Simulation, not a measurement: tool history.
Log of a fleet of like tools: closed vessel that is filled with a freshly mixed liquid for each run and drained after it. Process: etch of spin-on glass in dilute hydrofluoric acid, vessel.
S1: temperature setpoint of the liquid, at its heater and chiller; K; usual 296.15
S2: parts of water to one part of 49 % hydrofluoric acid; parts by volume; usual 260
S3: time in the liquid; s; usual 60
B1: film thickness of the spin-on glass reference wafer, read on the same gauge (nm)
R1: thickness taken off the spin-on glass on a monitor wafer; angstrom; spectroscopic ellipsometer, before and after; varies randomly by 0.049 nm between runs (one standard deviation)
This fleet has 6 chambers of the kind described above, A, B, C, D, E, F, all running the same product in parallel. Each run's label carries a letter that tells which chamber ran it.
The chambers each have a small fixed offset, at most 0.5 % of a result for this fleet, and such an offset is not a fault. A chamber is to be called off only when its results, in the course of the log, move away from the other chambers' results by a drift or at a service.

run     day      S1   S2  S3      B1      R1
 1B   0.396  296.15  260  60  110.00  91.809
 2E   0.804  296.15  260  60  109.98  91.105
 3A   1.183  296.15  260  60  110.01  91.972
 4F   1.604  296.15  260  60  110.00  90.944
 5C   2.129  296.15  260  60  109.99  90.018
 6D   2.671  296.15  260  60  110.01  90.704
 7F   2.979  296.15  260  60  109.99  90.742
 8E   3.388  296.15  260  60  109.98  91.865
 9D   3.696  296.15  260  60  109.99  90.514
10C   3.971  296.15  260  60  109.99  90.449
11B   4.279  296.15  260  60  109.99  89.523
12A   4.762  296.15  260  45  110.00  68.252
13C   5.067  296.15  260  45  110.02  67.567
14A   5.442  296.15  260  45  110.00  68.466
15D   5.938  296.15  260  45  109.99  67.845
16B   6.204  296.15  260  45  110.00  67.401
17F   6.546  296.15  260  45  110.00  68.064
18E   7.042  296.15  260  60  110.00  91.676
19D   7.396  296.15  260  60  109.99  90.353
20A   7.700  296.15  260  60  110.00  91.768
21F   8.162  296.15  260  60  109.99  90.871
22E   8.679  296.15  260  60  109.99  90.983
23C   9.112  296.15  260  60  110.01  90.312
24B   9.571  296.15  260  60  110.00  86.902
25A  10.096  292.65  260  60  109.98  80.441
26C  10.633  292.65  260  60  109.97  80.028
27F  11.042  292.65  260  60  110.01  79.446
28E  11.371  292.65  260  60  110.01  80.062
29B  11.679  292.65  260  60  110.01  77.098
30D  12.004  292.65  260  60  110.02  80.133
31A  12.471  296.15  260  60  109.98  91.197
32F  12.942  296.15  260  60  110.01  90.228
33C  13.442  296.15  260  60  109.99  90.368
34D  13.779  296.15  195  35  109.99  75.233
35B  14.238  296.15  195  35  110.01  71.876
36E  14.708  296.15  195  35  110.00  76.104
37B  15.058  296.15  195  35  109.99  71.483
38C  15.388  296.15  195  35  110.00  75.714

All chambers now run identical settings, listed one chamber a line with results as question marks. What results will each chamber show?
39A  15.775  296.15  260  60       ?
39B  15.775  296.15  260  60       ?
39C  15.775  296.15  260  60       ?
39D  15.775  296.15  260  60       ?
39E  15.775  296.15  260  60       ?
39F  15.775  296.15  260  60       ?

run      R1
39A  91.027
39B  85.170
39C  90.570
39D  91.352
39E  90.300
39F  90.568

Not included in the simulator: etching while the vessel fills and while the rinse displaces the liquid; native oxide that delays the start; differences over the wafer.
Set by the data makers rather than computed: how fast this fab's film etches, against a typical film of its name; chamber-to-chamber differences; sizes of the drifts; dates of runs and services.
